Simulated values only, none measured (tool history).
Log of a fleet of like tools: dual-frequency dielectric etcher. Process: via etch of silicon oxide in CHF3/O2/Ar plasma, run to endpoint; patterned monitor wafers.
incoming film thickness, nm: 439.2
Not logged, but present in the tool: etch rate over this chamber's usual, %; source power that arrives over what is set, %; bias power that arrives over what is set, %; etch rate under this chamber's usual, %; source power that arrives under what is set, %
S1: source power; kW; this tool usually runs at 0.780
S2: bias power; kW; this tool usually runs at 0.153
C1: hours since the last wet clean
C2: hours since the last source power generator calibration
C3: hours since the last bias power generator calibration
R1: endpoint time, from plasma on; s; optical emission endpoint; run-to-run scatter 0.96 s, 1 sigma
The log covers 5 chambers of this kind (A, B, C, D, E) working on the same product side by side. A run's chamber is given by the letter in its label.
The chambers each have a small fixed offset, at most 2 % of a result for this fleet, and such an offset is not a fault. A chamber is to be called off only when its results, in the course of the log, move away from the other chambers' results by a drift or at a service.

run,day,S1,S2,C1,C2,C3,R1
1E,0.133,0.780,0.153,619.2,3270.2,1371.5,209.07
2C,0.238,0.780,0.153,257.9,2115.3,869.5,211.69
3D,0.321,0.780,0.153,71.4,4813.7,1948.8,210.57
4B,0.462,0.780,0.153,389.8,3258.7,1440.9,212.48
5A,0.538,0.780,0.153,100.2,118.2,3760.8,208.70
6A,0.692,0.780,0.153,103.9,121.9,3764.5,209.23
7E,0.771,0.660,0.186,634.5,3285.5,1386.8,211.09
8D,0.862,0.660,0.186,84.4,4826.7,1961.8,210.49
9B,0.962,0.660,0.186,401.8,3270.7,1452.9,213.63
10C,1.112,0.660,0.186,278.9,2136.3,890.5,210.17
11B,1.221,0.660,0.186,408.0,3276.9,1459.1,213.18
12D,1.308,0.630,0.127,95.1,4837.4,1972.5,242.46
13A,1.454,0.630,0.127,122.2,140.2,3782.8,240.74
14C,1.579,0.630,0.127,290.1,2147.5,901.7,242.59
15E,1.683,0.630,0.127,656.4,3307.4,1408.7,242.32
16B,1.767,0.630,0.127,421.1,3290.0,1472.2,245.14
# day 1.833: chamber E: wet clean of the chamber
17C,1.871,0.780,0.153,297.1,2154.5,908.7,211.66
18D,1.979,0.780,0.153,111.2,4853.5,1988.6,211.87
19E,2.129,0.780,0.153,7.2,3318.1,1419.4,210.94
20A,2.304,0.780,0.153,142.6,160.6,3803.2,208.34
# day 2.400: chamber B: wet clean of the chamber
21A,2.433,0.780,0.153,145.7,163.7,3806.3,207.12
22E,2.600,0.780,0.153,18.5,3329.4,1430.7,209.33
23B,2.708,0.780,0.153,7.5,3312.6,1494.8,222.98
24C,2.792,0.720,0.117,319.2,2176.6,930.8,239.81
25D,2.871,0.720,0.117,132.6,4874.9,2010.0,236.32
26D,2.983,0.720,0.117,135.3,4877.6,2012.7,234.65
27C,3.121,0.720,0.117,327.1,2184.5,938.7,237.41
28A,3.262,0.720,0.117,165.6,183.6,3826.2,233.05
29B,3.417,0.780,0.177,24.5,3329.6,1511.8,213.92
30E,3.592,0.780,0.177,42.3,3353.2,1454.5,201.93
31B,3.733,0.780,0.177,32.1,3337.2,1519.4,211.37
32D,3.850,0.780,0.177,156.1,4898.4,2033.5,200.58
33A,3.958,0.780,0.177,182.3,200.3,3842.9,198.74
34C,4.121,0.780,0.153,351.1,2208.5,962.7,211.91
35E,4.233,0.780,0.153,57.7,3368.6,1469.9,210.86
36A,4.321,0.780,0.153,191.0,209.0,3851.6,209.85
37B,4.467,0.780,0.153,49.7,3354.8,1537.0,221.77
38E,4.642,0.590,0.141,67.5,3378.4,1479.7,242.29
39D,4.725,0.590,0.141,177.1,4919.4,2054.5,240.97

What goes on in this fleet: one chamber off, a drifting gauge, or nothing beyond the chambers' own small offsets? Name the chamber and the cause, if any.

Chamber B has stood off from the others ever since a service on it.
Cause: etch rate under this chamber's usual, % = 4.22.

Chamber B could run next with any of the 4 candidate recipes listed below; each alters the usual settings, and their results appear as question marks. Which one brings its results back in line with what the other chambers deliver on the usual settings?
Allowed miss from the other chambers' usual-settings mean, per result, to count as in line: R1 3.30 s
40B-1,4.854,0.850,0.163,,,,?
40B-2,4.854,0.780,0.108,,,,?
40B-3,4.854,0.670,0.153,,,,?
40B-4,4.854,1.020,0.153,,,,?

What the other chambers average on the usual settings: R1 210.50 s
run,R1
40B-1,210.67
40B-2,246.86
40B-3,235.92
40B-4,200.05
The right change is 40B-1: it brings the chamber back within the allowed miss of the others.
